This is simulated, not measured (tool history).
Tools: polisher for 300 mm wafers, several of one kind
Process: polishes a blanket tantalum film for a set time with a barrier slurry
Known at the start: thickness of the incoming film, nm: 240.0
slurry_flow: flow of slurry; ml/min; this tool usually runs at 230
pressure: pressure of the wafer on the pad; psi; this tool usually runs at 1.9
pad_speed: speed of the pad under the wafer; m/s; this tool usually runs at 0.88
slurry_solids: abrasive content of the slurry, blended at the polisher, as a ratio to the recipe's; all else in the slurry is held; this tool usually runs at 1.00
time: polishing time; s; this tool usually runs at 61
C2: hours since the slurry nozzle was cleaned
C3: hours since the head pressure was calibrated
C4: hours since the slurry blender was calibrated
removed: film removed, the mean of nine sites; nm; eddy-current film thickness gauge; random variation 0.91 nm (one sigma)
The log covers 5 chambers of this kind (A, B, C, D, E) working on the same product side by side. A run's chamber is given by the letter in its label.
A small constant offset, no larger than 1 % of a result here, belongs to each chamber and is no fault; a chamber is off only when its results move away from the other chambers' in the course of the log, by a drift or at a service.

{"hour": 9.7, "done": "chamber D: worn pad replaced by a new one"}
{"run": "1B", "hour": 10.0, "slurry_flow": 230, "pressure": 1.9, "pad_speed": 0.88, "slurry_solids": 1.0, "time": 61, "wafers polished on this pad": 392, "C2": 128.1, "C3": 650.5, "C4": 341.4, "removed": 99.152}
{"run": "2C", "hour": 16.8, "slurry_flow": 230, "pressure": 1.9, "pad_speed": 0.88, "slurry_solids": 1.0, "time": 61, "wafers polished on this pad": 1093, "C2": 243.1, "C3": 819.0, "C4": 150.4, "removed": 98.352}
{"hour": 17.0, "done": "chamber D: slurry blender recalibrated"}
{"hour": 22.2, "done": "chamber E: worn pad replaced by a new one"}
{"run": "3D", "hour": 24.8, "slurry_flow": 230, "pressure": 1.9, "pad_speed": 0.88, "slurry_solids": 1.0, "time": 61, "wafers polished on this pad": 128, "C2": 91.3, "C3": 145.9, "C4": 7.8, "removed": 100.03}
{"hour": 31.1, "done": "chamber C: worn pad replaced by a new one"}
{"run": "4E", "hour": 32.3, "slurry_flow": 230, "pressure": 1.9, "pad_speed": 0.88, "slurry_solids": 1.0, "time": 61, "wafers polished on this pad": 86, "C2": 116.7, "C3": 661.2, "C4": 89.8, "removed": 100.78}
{"run": "5A", "hour": 44.0, "slurry_flow": 230, "pressure": 1.9, "pad_speed": 0.88, "slurry_solids": 1.0, "time": 61, "wafers polished on this pad": 793, "C2": 208.9, "C3": 1038.5, "C4": 225.3, "removed": 99.79}
{"run": "6A", "hour": 49.6, "slurry_flow": 230, "pressure": 1.9, "pad_speed": 0.88, "slurry_solids": 1.0, "time": 61, "wafers polished on this pad": 841, "C2": 214.5, "C3": 1044.1, "C4": 230.9, "removed": 100.49}
{"run": "7E", "hour": 60.3, "slurry_flow": 230, "pressure": 1.9, "pad_speed": 0.88, "slurry_solids": 1.0, "time": 61, "wafers polished on this pad": 324, "C2": 144.7, "C3": 689.2, "C4": 117.8, "removed": 99.963}
{"hour": 63.6, "done": "chamber B: slurry blender recalibrated"}
{"run": "8B", "hour": 67.1, "slurry_flow": 230, "pressure": 1.9, "pad_speed": 0.88, "slurry_solids": 1.0, "time": 61, "wafers polished on this pad": 877, "C2": 185.2, "C3": 707.6, "C4": 3.6, "removed": 99.128}
{"run": "9C", "hour": 76.3, "slurry_flow": 230, "pressure": 1.9, "pad_speed": 0.88, "slurry_solids": 1.0, "time": 61, "wafers polished on this pad": 385, "C2": 302.6, "C3": 878.5, "C4": 209.9, "removed": 98.897}
{"run": "10D", "hour": 82.0, "slurry_flow": 230, "pressure": 1.9, "pad_speed": 0.88, "slurry_solids": 1.0, "time": 61, "wafers polished on this pad": 615, "C2": 148.5, "C3": 203.1, "C4": 65.0, "removed": 99.232}
{"run": "11E", "hour": 90.1, "slurry_flow": 230, "pressure": 1.9, "pad_speed": 0.88, "slurry_solids": 1.0, "time": 61, "wafers polished on this pad": 577, "C2": 174.5, "C3": 719.0, "C4": 147.6, "removed": 97.026}
{"hour": 94.1, "done": "chamber D: worn pad replaced by a new one"}
{"run": "12C", "hour": 95.7, "slurry_flow": 230, "pressure": 1.9, "pad_speed": 0.88, "slurry_solids": 1.0, "time": 61, "wafers polished on this pad": 550, "C2": 322.0, "C3": 897.9, "C4": 229.3, "removed": 97.698}
{"run": "13A", "hour": 103.5, "slurry_flow": 230, "pressure": 1.9, "pad_speed": 0.88, "slurry_solids": 1.0, "time": 61, "wafers polished on this pad": 1300, "C2": 268.4, "C3": 1098.0, "C4": 284.8, "removed": 102.93}
{"hour": 106.6, "done": "chamber A: worn pad replaced by a new one"}
{"hour": 108.1, "done": "chamber E: slurry blender recalibrated"}
{"hour": 109.3, "done": "chamber C: head pressure recalibrated"}
{"run": "14B", "hour": 113.8, "slurry_flow": 230, "pressure": 1.9, "pad_speed": 0.7, "slurry_solids": 0.85, "time": 61, "wafers polished on this pad": 1275, "C2": 231.9, "C3": 754.3, "C4": 50.3, "removed": 75.649}
{"run": "15D", "hour": 124.1, "slurry_flow": 230, "pressure": 1.9, "pad_speed": 0.7, "slurry_solids": 0.85, "time": 61, "wafers polished on this pad": 255, "C2": 190.6, "C3": 245.2, "C4": 107.1, "removed": 75.283}
{"run": "16D", "hour": 133.5, "slurry_flow": 230, "pressure": 1.9, "pad_speed": 0.7, "slurry_solids": 0.85, "time": 61, "wafers polished on this pad": 335, "C2": 200.0, "C3": 254.6, "C4": 116.5, "removed": 77.516}
{"hour": 137.4, "done": "chamber B: worn pad replaced by a new one"}
{"run": "17E", "hour": 138.8, "slurry_flow": 230, "pressure": 1.9, "pad_speed": 0.7, "slurry_solids": 0.85, "time": 61, "wafers polished on this pad": 992, "C2": 223.2, "C3": 767.7, "C4": 30.7, "removed": 74.268}
{"hour": 139.2, "done": "chamber E: worn pad replaced by a new one"}
{"run": "18C", "hour": 148.9, "slurry_flow": 230, "pressure": 1.9, "pad_speed": 0.7, "slurry_solids": 0.85, "time": 61, "wafers polished on this pad": 1002, "C2": 375.2, "C3": 39.7, "C4": 282.5, "removed": 85.422}
{"run": "19A", "hour": 158.3, "slurry_flow": 295, "pressure": 1.9, "pad_speed": 0.88, "slurry_solids": 1.0, "time": 74, "wafers polished on this pad": 440, "C2": 323.2, "C3": 1152.8, "C4": 339.6, "removed": 124.32}
{"run": "20B", "hour": 169.5, "slurry_flow": 295, "pressure": 1.9, "pad_speed": 0.88, "slurry_solids": 1.0, "time": 74, "wafers polished on this pad": 273, "C2": 287.6, "C3": 810.0, "C4": 106.0, "removed": 122.06}
{"run": "21C", "hour": 174.5, "slurry_flow": 295, "pressure": 1.9, "pad_speed": 0.88, "slurry_solids": 1.0, "time": 74, "wafers polished on this pad": 1220, "C2": 400.8, "C3": 65.3, "C4": 308.1, "removed": 138.95}
{"run": "22A", "hour": 180.1, "slurry_flow": 295, "pressure": 1.9, "pad_speed": 0.88, "slurry_solids": 1.0, "time": 74, "wafers polished on this pad": 626, "C2": 345.0, "C3": 1174.6, "C4": 361.4, "removed": 125.32}
{"hour": 181.0, "done": "chamber D: worn pad replaced by a new one"}
{"run": "23E", "hour": 189.6, "slurry_flow": 295, "pressure": 1.9, "pad_speed": 0.88, "slurry_solids": 1.0, "time": 74, "wafers polished on this pad": 429, "C2": 274.0, "C3": 818.5, "C4": 81.5, "removed": 123.92}
{"hour": 194.3, "done": "chamber C: worn pad replaced by a new one"}
{"run": "24B", "hour": 200.0, "slurry_flow": 230, "pressure": 2.3, "pad_speed": 0.88, "slurry_solids": 1.0, "time": 79, "wafers polished on this pad": 532, "C2": 318.1, "C3": 840.5, "C4": 136.5, "removed": 156.38}
{"run": "25D", "hour": 207.7, "slurry_flow": 230, "pressure": 2.3, "pad_speed": 0.88, "slurry_solids": 1.0, "time": 79, "wafers polished on this pad": 227, "C2": 274.2, "C3": 328.8, "C4": 190.7, "removed": 155.53}
{"run": "26C", "hour": 217.2, "slurry_flow": 230, "pressure": 2.3, "pad_speed": 0.88, "slurry_solids": 1.0, "time": 79, "wafers polished on this pad": 194, "C2": 443.5, "C3": 108.0, "C4": 350.8, "removed": 172.48}
{"run": "27D", "hour": 222.7, "slurry_flow": 230, "pressure": 2.3, "pad_speed": 0.88, "slurry_solids": 1.0, "time": 79, "wafers polished on this pad": 355, "C2": 289.2, "C3": 343.8, "C4": 205.7, "removed": 158.1}
{"run": "28E", "hour": 233.9, "slurry_flow": 230, "pressure": 2.3, "pad_speed": 0.88, "slurry_solids": 1.0, "time": 79, "wafers polished on this pad": 805, "C2": 318.3, "C3": 862.8, "C4": 125.8, "removed": 153.55}
{"run": "29B", "hour": 242.7, "slurry_flow": 230, "pressure": 1.9, "pad_speed": 0.88, "slurry_solids": 1.0, "time": 61, "wafers polished on this pad": 896, "C2": 360.8, "C3": 883.2, "C4": 179.2, "removed": 98.816}
{"hour": 248.9, "done": "chamber D: worn pad replaced by a new one"}
{"run": "30A", "hour": 249.2, "slurry_flow": 230, "pressure": 1.9, "pad_speed": 0.88, "slurry_solids": 1.0, "time": 61, "wafers polished on this pad": 1214, "C2": 414.1, "C3": 1243.7, "C4": 430.5, "removed": 100.31}
{"run": "31D", "hour": 254.8, "slurry_flow": 230, "pressure": 1.9, "pad_speed": 0.88, "slurry_solids": 1.0, "time": 61, "wafers polished on this pad": 50, "C2": 321.3, "C3": 375.9, "C4": 237.8, "removed": 100.21}
{"hour": 255.7, "done": "chamber E: worn pad replaced by a new one"}
{"hour": 262.0, "done": "chamber E: head pressure recalibrated"}
{"run": "32C", "hour": 262.0, "slurry_flow": 230, "pressure": 1.9, "pad_speed": 0.88, "slurry_solids": 0.8, "time": 61, "wafers polished on this pad": 576, "C2": 488.3, "C3": 152.8, "C4": 395.6, "removed": 103.01}
{"hour": 262.5, "done": "chamber A: slurry blender recalibrated"}
{"run": "33E", "hour": 271.4, "slurry_flow": 230, "pressure": 1.9, "pad_speed": 0.88, "slurry_solids": 0.8, "time": 61, "wafers polished on this pad": 134, "C2": 355.8, "C3": 9.4, "C4": 163.3, "removed": 93.941}
{"hour": 273.9, "done": "chamber E: slurry blender recalibrated"}
{"run": "34A", "hour": 279.0, "slurry_flow": 230, "pressure": 1.9, "pad_speed": 0.88, "slurry_solids": 0.8, "time": 61, "wafers polished on this pad": 1467, "C2": 443.9, "C3": 1273.5, "C4": 16.5, "removed": 93.092}
{"run": "35B", "hour": 284.8, "slurry_flow": 230, "pressure": 1.9, "pad_speed": 0.88, "slurry_solids": 0.8, "time": 61, "wafers polished on this pad": 1254, "C2": 402.9, "C3": 925.3, "C4": 221.3, "removed": 91.989}
{"hour": 287.3, "done": "chamber B: worn pad replaced by a new one"}
{"hour": 287.5, "done": "chamber A: worn pad replaced by a new one"}
{"run": "36D", "hour": 292.9, "slurry_flow": 230, "pressure": 1.9, "pad_speed": 0.88, "slurry_solids": 0.8, "time": 61, "wafers polished on this pad": 374, "C2": 359.4, "C3": 414.0, "C4": 275.9, "removed": 92.779}
{"run": "37C", "hour": 300.8, "slurry_flow": 230, "pressure": 1.9, "pad_speed": 0.88, "slurry_solids": 1.0, "time": 61, "wafers polished on this pad": 906, "C2": 527.1, "C3": 191.6, "C4": 434.4, "removed": 109.26}
{"hour": 304.5, "done": "chamber A: head pressure recalibrated"}
{"run": "38A", "hour": 309.4, "slurry_flow": 230, "pressure": 1.9, "pad_speed": 0.88, "slurry_solids": 1.0, "time": 61, "wafers polished on this pad": 186, "C2": 474.3, "C3": 5.0, "C4": 46.9, "removed": 100.37}
{"run": "39B", "hour": 316.6, "slurry_flow": 230, "pressure": 1.9, "pad_speed": 0.88, "slurry_solids": 1.0, "time": 61, "wafers polished on this pad": 249, "C2": 434.7, "C3": 957.1, "C4": 253.1, "removed": 99.169}
{"run": "40E", "hour": 327.9, "slurry_flow": 230, "pressure": 1.9, "pad_speed": 0.88, "slurry_solids": 1.0, "time": 61, "wafers polished on this pad": 615, "C2": 412.3, "C3": 65.9, "C4": 54.0, "removed": 98.948}

Next, every chamber runs the same settings. What will each give?
{"run": "41A", "hour": 336.4, "slurry_flow": 230, "pressure": 1.9, "pad_speed": 0.88, "slurry_solids": 1.0, "time": 61, "removed": "?"}
{"run": "41B", "hour": 336.4, "slurry_flow": 230, "pressure": 1.9, "pad_speed": 0.88, "slurry_solids": 1.0, "time": 61, "removed": "?"}
{"run": "41C", "hour": 336.4, "slurry_flow": 230, "pressure": 1.9, "pad_speed": 0.88, "slurry_solids": 1.0, "time": 61, "removed": "?"}
{"run": "41D", "hour": 336.4, "slurry_flow": 230, "pressure": 1.9, "pad_speed": 0.88, "slurry_solids": 1.0, "time": 61, "removed": "?"}
{"run": "41E", "hour": 336.4, "slurry_flow": 230, "pressure": 1.9, "pad_speed": 0.88, "slurry_solids": 1.0, "time": 61, "removed": "?"}

run=41A removed=100.340
run=41B removed=98.979
run=41C removed=110.270
run=41D removed=100.950
run=41E removed=99.056
